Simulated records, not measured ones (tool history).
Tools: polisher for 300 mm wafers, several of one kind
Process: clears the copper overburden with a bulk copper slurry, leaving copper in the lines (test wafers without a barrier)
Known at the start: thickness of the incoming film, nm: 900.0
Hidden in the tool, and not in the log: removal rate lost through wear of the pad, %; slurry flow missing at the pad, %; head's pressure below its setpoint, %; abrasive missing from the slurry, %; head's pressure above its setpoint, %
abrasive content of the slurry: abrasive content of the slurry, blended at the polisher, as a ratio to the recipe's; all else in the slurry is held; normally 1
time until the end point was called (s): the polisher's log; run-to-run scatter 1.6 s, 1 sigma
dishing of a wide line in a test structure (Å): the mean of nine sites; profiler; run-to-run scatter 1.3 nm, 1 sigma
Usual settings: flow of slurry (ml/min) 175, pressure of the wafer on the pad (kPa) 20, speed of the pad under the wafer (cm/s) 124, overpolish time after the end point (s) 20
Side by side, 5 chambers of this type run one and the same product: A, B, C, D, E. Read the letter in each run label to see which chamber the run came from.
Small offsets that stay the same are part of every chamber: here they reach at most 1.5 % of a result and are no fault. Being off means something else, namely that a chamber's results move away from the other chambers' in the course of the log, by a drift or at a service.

run	hour	flow of slurry (ml/min)	pressure of the wafer on the pad (kPa)	speed of the pad under the wafer (cm/s)	abrasive content of the slurry	overpolish time after the end point (s)	wafers polished on this pad	hours since the slurry nozzle was cleaned	hours since the head pressure was calibrated	hours since the slurry blender was calibrated	time until the end point was called (s)	dishing of a wide line in a test structure (Å)
1A	9.5	175	20	124	1	20	568	140.5	398.9	167.9	82.348	1105.4
# hour 16.9: chamber C: worn pad replaced by a new one
2E	23.8	175	20	124	1	20	266	184.9	718.8	97.6	84.144	1123.9
3B	35.4	175	20	124	1	20	659	246.3	466.1	271.8	81.251	1101.8
# hour 42.5: chamber D: worn pad replaced by a new one
4C	46.2	175	20	124	1	20	213	106	769.1	449.2	84.881	1114.8
# hour 57.7: chamber B: worn pad replaced by a new one
5D	58.6	205	20	124	1	20	117	715.4	1256.7	137.6	78.965	1133.5
# hour 64.4: chamber B: slurry blender recalibrated
6D	69.7	205	20	124	1	20	198	726.5	1267.8	148.7	84.615	1112.6
7C	76.6	205	20	124	1	20	434	136.4	799.5	479.6	81.25	1116.2
8A	89.3	205	20	124	1	20	1147	220.3	478.7	247.7	80.761	1112.6
9B	97.3	205	20	124	1	20	287	308.2	528	32.9	80.598	1103.6
# hour 99.9: chamber D: head pressure recalibrated
# hour 105.2: chamber D: slurry nozzle cleaned
10E	109.8	175	20	124	1	20	891	270.9	804.8	183.6	82.89	1109.4
# hour 111.2: chamber A: worn pad replaced by a new one
11E	118.4	175	20	124	1	20	953	279.5	813.4	192.2	81.449	1097.8
# hour 121.9: chamber C: slurry blender recalibrated
# hour 123.9: chamber C: head pressure recalibrated
12B	130.4	175	20	124	1	20	528	341.3	561.1	66	84.189	1136.6
# hour 138.9: chamber C: slurry nozzle cleaned
13A	139.9	175	20	124	1	20	208	270.9	529.3	298.3	80.143	1095.9
# hour 146.6: chamber D: worn pad replaced by a new one
14C	150.7	175	20	124	1	20	972	11.8	26.9	28.9	83.842	1115.7
# hour 158.2: chamber E: worn pad replaced by a new one
15D	163.4	175	20	124	1	20	122	58.2	63.6	242.4	81.292	1137.9
# hour 164.9: chamber E: slurry blender recalibrated
# hour 168.4: chamber E: slurry nozzle cleaned
# hour 170.6: chamber C: worn pad replaced by a new one
16D	171.5	175	20	124	1	20	181	66.3	71.7	250.5	82.266	1127.4
# hour 184.2: chamber B: worn pad replaced by a new one
17B	186.3	175	20	124	1	20	15	397.2	617	121.9	82.432	1116.9
18A	199.1	175	20	124	0.75	20	639	330.1	588.5	357.5	88.897	1074.4
19E	210.8	175	20	124	0.75	20	382	42.4	905.8	45.9	86.305	1085.6
20C	218.3	175	20	124	0.75	20	347	79.4	94.5	96.5	90.403	1073.5
# hour 228.4: chamber A: slurry blender recalibrated
21E	231.5	175	20	124	0.75	20	533	63.1	926.5	66.6	88.151	1085.9
22B	238.5	175	20	124	0.75	20	394	449.4	669.2	174.1	85.86	1067
23C	245.5	175	20	124	1	20	544	106.6	121.7	123.7	81.986	1118.3
24A	256.1	175	20	124	1	20	1053	387.1	645.5	27.7	81.789	1103.5
25D	263.4	175	20	124	1	20	849	158.2	163.6	342.4	83.479	1115.3
# hour 269.7: chamber D: slurry blender recalibrated
26C	271.4	175	20	124	1	20	732	132.5	147.6	149.6	83.175	1125.5
# hour 276.8: chamber D: worn pad replaced by a new one
27A	284.8	175	20	124	1	20	1261	415.8	674.2	56.4	83.366	1098.4
# hour 299.2: chamber B: worn pad replaced by a new one
28D	300.6	175	20	124	1	20	173	195.4	200.8	31	80.205	1109.8
29E	315.6	175	20	124	1	20	1144	147.2	1010.6	150.7	80.564	1075.7
30B	327.1	175	20	82	1	20	202	538	757.8	262.7	123.7	844.8
# hour 327.7: chamber E: worn pad replaced by a new one
31D	336.3	175	20	82	1	20	432	231.1	236.5	66.7	119.62	843.58
# hour 338.4: chamber B: head pressure recalibrated
32E	343.8	175	20	82	1	20	117	175.4	1038.8	178.9	126.42	863.95
33B	358.7	175	20	82	1	20	432	569.6	20.4	294.3	121.58	868.58

Next, every chamber runs the same settings. What will each give?
34A	370	175	20	124	1	20					?	?
34B	370	175	20	124	1	20					?	?
34C	370	175	20	124	1	20					?	?
34D	370	175	20	124	1	20					?	?
34E	370	175	20	124	1	20					?	?

run	time until the end point was called (s)	dishing of a wide line in a test structure (Å)
34A	81.232	1102
34B	81.384	1105.2
34C	82.743	1106.7
34D	79.127	1112.1
34E	84.092	1114

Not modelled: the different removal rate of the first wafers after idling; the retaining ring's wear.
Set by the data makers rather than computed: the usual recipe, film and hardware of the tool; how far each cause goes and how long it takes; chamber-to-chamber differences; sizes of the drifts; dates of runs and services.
